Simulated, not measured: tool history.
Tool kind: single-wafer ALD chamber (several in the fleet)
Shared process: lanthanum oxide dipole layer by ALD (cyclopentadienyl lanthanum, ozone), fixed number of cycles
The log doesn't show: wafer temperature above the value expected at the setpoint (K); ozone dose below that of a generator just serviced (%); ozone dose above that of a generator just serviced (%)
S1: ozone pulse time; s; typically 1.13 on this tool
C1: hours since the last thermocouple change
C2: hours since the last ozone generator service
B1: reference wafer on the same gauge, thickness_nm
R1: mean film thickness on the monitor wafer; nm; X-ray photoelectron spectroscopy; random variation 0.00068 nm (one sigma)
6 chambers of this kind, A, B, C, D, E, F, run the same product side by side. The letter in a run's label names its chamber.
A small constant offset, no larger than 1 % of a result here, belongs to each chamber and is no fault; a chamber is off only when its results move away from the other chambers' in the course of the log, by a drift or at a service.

run	day	S1	C1	C2	B1	R1
1B	0.212	1.13	195.7	136.4	0.48195	0.51482
2A	0.417	1.13	448.3	656.8	0.48185	0.51162
3F	0.525	1.13	924.2	138.6	0.48180	0.51799
4C	0.742	1.13	59.3	1279.3	0.48184	0.51672
5E	0.950	1.13	699.5	1068.8	0.48169	0.51501
6D	1.100	1.13	28.3	1072.0	0.48152	0.51537
7B	1.275	1.13	221.2	161.9	0.48147	0.51448
8E	1.462	1.13	711.8	1081.1	0.48166	0.51571
9F	1.579	1.13	949.5	163.9	0.48158	0.51783
10A	1.783	1.13	481.1	689.6	0.48151	0.51088
11D	1.938	1.13	48.4	1092.1	0.48138	0.51359
12C	2.042	1.13	90.5	1310.5	0.48128	0.51573
13B	2.162	1.13	242.5	183.2	0.48121	0.51366
14A	2.288	1.13	493.2	701.7	0.48124	0.51119
15D	2.454	1.13	60.8	1104.5	0.48099	0.51330
16E	2.646	0.92	740.2	1109.5	0.48127	0.48377
17F	2.829	0.92	979.5	193.9	0.48093	0.48446
# day 3.021: chamber C: ozone generator serviced
18C	3.042	0.92	114.5	0.6	0.48083	0.48412
19B	3.146	0.92	266.1	206.8	0.48088	0.48307
20A	3.375	0.92	519.3	727.8	0.48066	0.48001
21D	3.504	0.92	86.0	1129.7	0.48069	0.48133
22F	3.604	1.13	998.1	212.5	0.48062	0.51704
23E	3.729	1.13	766.2	1135.5	0.48046	0.51449
24C	3.896	0.85	135.0	21.1	0.48054	0.46900
25E	4.096	0.85	775.0	1144.3	0.48040	0.47055
26B	4.271	0.85	293.1	233.8	0.48021	0.46836
27C	4.438	0.85	148.0	34.1	0.48033	0.46910
28D	4.646	0.85	113.4	1157.1	0.48016	0.46836
29F	4.829	0.85	1027.5	241.9	0.48010	0.47076
30A	4.971	1.13	557.6	766.1	0.48013	0.50981
31C	5.188	0.95	166.0	52.1	0.48000	0.48818
32F	5.417	0.95	1041.6	256.0	0.47986	0.48916
33B	5.617	0.95	325.4	266.1	0.47993	0.48681
34A	5.729	0.95	575.8	784.3	0.47974	0.48478
35D	5.867	0.95	142.7	1186.4	0.47962	0.48612
36E	6.067	0.95	822.3	1191.6	0.47968	0.48780
37E	6.217	1.13	825.9	1195.2	0.47974	0.51459
38F	6.367	1.13	1064.4	278.8	0.47966	0.51483
39D	6.529	1.13	158.6	1202.3	0.47940	0.51172
40C	6.729	1.13	203.0	89.1	0.47961	0.51508

Which is it: a chamber that has drifted or been left off by a service, a gauge drift common to all chambers, or only each chamber's usual small offset? If a chamber is off, name it and its likeliest cause.

The gauge drifts, so all chambers seem to drift together. No chamber is off.
What lies behind it: gauge reads low (%) = 0.537.
